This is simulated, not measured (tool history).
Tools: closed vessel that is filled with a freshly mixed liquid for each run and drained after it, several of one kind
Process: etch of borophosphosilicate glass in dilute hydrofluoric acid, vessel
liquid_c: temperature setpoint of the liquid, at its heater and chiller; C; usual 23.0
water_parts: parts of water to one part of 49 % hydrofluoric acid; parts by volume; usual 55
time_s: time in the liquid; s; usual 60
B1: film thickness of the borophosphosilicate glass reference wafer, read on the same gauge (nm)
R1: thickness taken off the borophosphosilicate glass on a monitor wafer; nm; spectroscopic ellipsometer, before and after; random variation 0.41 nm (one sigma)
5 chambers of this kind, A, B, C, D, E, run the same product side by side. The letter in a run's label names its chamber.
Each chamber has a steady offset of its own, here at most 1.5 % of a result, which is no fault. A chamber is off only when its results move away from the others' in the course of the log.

Run 1E, hour 5.5: usual settings; B1 150.02. Result: R1 51.824 nm.
Run 2D, hour 9.3: usual settings; B1 150.01. Result: R1 51.480 nm.
Run 3B, hour 13.8: usual settings; B1 149.97. Result: R1 52.548 nm.
Run 4C, hour 18.0: usual settings; B1 150.04. Result: R1 52.731 nm.
Run 5A, hour 22.1: usual settings but water_parts 30 parts by volume, time_s 75 s; B1 149.98. Result: R1 120.190 nm.
Run 6D, hour 27.8: usual settings but water_parts 30 parts by volume, time_s 75 s; B1 149.98. Result: R1 122.120 nm.
Run 7C, hour 30.7: usual settings but water_parts 30 parts by volume, time_s 75 s; B1 150.06. Result: R1 124.070 nm.
Run 8E, hour 35.0: usual settings but water_parts 30 parts by volume, time_s 75 s; B1 149.99. Result: R1 124.300 nm.
Run 9A, hour 39.8: usual settings but water_parts 30 parts by volume, time_s 75 s; B1 149.99. Result: R1 121.740 nm.
Run 10B, hour 45.0: usual settings but water_parts 40 parts by volume, time_s 75 s; B1 150.02. Result: R1 91.854 nm.
Run 11B, hour 48.5: usual settings but water_parts 40 parts by volume, time_s 75 s; B1 149.97. Result: R1 92.000 nm.
Run 12E, hour 53.7: usual settings but water_parts 40 parts by volume, time_s 75 s; B1 150.03. Result: R1 91.695 nm.
Run 13C, hour 58.7: usual settings but water_parts 40 parts by volume, time_s 75 s; B1 150.00. Result: R1 90.975 nm.
Run 14D, hour 63.8: usual settings but water_parts 40 parts by volume, time_s 75 s; B1 150.02. Result: R1 91.882 nm.
Run 15A, hour 68.6: usual settings; B1 150.02. Result: R1 51.592 nm.
Run 16D, hour 73.2: usual settings; B1 149.99. Result: R1 52.794 nm.
Run 17B, hour 77.4: usual settings; B1 149.99. Result: R1 52.887 nm.
Run 18A, hour 82.5: usual settings; B1 150.03. Result: R1 51.890 nm.
Run 19E, hour 88.0: usual settings; B1 149.98. Result: R1 51.583 nm.
Run 20C, hour 91.1: usual settings but liquid_c 27.0 C; B1 150.00. Result: R1 62.108 nm.
Run 21E, hour 94.5: usual settings but liquid_c 27.0 C; B1 150.01. Result: R1 61.898 nm.
Run 22D, hour 97.5: usual settings but liquid_c 27.0 C; B1 150.00. Result: R1 63.786 nm.
Run 23C, hour 100.5: usual settings but liquid_c 27.0 C; B1 149.99. Result: R1 63.042 nm.
Run 24B, hour 103.3: usual settings but liquid_c 27.0 C; B1 149.98. Result: R1 61.404 nm.
Run 25A, hour 107.7: usual settings; B1 149.98. Result: R1 52.047 nm.
Run 26A, hour 112.0: usual settings; B1 150.01. Result: R1 51.505 nm.
Run 27D, hour 115.1: usual settings; B1 149.96. Result: R1 54.350 nm.
Run 28C, hour 119.3: usual settings; B1 150.04. Result: R1 52.617 nm.
Run 29B, hour 123.5: usual settings; B1 149.98. Result: R1 52.870 nm.
Run 30E, hour 128.3: usual settings but water_parts 75 parts by volume; B1 150.02. Result: R1 36.978 nm.
Run 31E, hour 132.7: usual settings but water_parts 75 parts by volume; B1 149.99. Result: R1 37.203 nm.
At hour 134.6: chamber E: hydrofluoric acid flow meter replaced.
At hour 135.1: chamber B: hydrofluoric acid flow meter replaced.
Run 32D, hour 135.2: usual settings but water_parts 75 parts by volume; B1 149.99. Result: R1 39.453 nm.
Run 33A, hour 140.3: usual settings but water_parts 75 parts by volume; B1 150.03. Result: R1 36.804 nm.
Run 34C, hour 143.0: usual settings but water_parts 75 parts by volume; B1 149.99. Result: R1 37.659 nm.
Run 35B, hour 145.6: usual settings; B1 150.02. Result: R1 52.572 nm.
Run 36D, hour 150.6: usual settings but liquid_c 27.5 C, water_parts 80 parts by volume; B1 149.99. Result: R1 45.252 nm.
Run 37C, hour 154.2: usual settings but liquid_c 27.5 C, water_parts 80 parts by volume; B1 150.04. Result: R1 41.493 nm.
Run 38E, hour 157.5: usual settings but liquid_c 27.5 C, water_parts 80 parts by volume; B1 150.01. Result: R1 41.036 nm.
Run 39B, hour 162.1: usual settings but liquid_c 27.5 C, water_parts 80 parts by volume; B1 150.03. Result: R1 41.867 nm.
Run 40A, hour 165.8: usual settings but liquid_c 27.5 C, water_parts 80 parts by volume; B1 150.01. Result: R1 41.229 nm.

Is one chamber off against the others, does the gauge drift, or is nothing wrong? If a chamber is off, say which, and what the likeliest cause is.

Chamber D drifts away from the others.
Cause: hydrofluoric acid flow above the setpoint (%) = 9.62.
The log may not tell that from: liquid hotter than its thermometer reads (K).

Here are 4 candidates for chamber D's next run, each the usual settings with a change, their results left as question marks. Which one brings its results back in line with what the others give on the usual settings?
In line means no further than this from the other chambers' mean on the usual settings: R1 1.400 nm
Run 41D-1, hour 169.9: usual settings but water_parts 60 parts by volume, time_s 55 s. Result: R1 ?.
Run 41D-2, hour 169.9: usual settings but time_s 65 s. Result: R1 ?.
Run 41D-3, hour 169.9: usual settings but time_s 55 s. Result: R1 ?.
Run 41D-4, hour 169.9: usual settings but liquid_c 23.5 C, time_s 70 s. Result: R1 ?.

The other chambers' mean on the usual settings: R1 52.166 nm
  run      R1
41D-1  47.694
41D-2  61.802
41D-3  52.294
41D-4  67.920
41D-3 brings the chamber back in line.
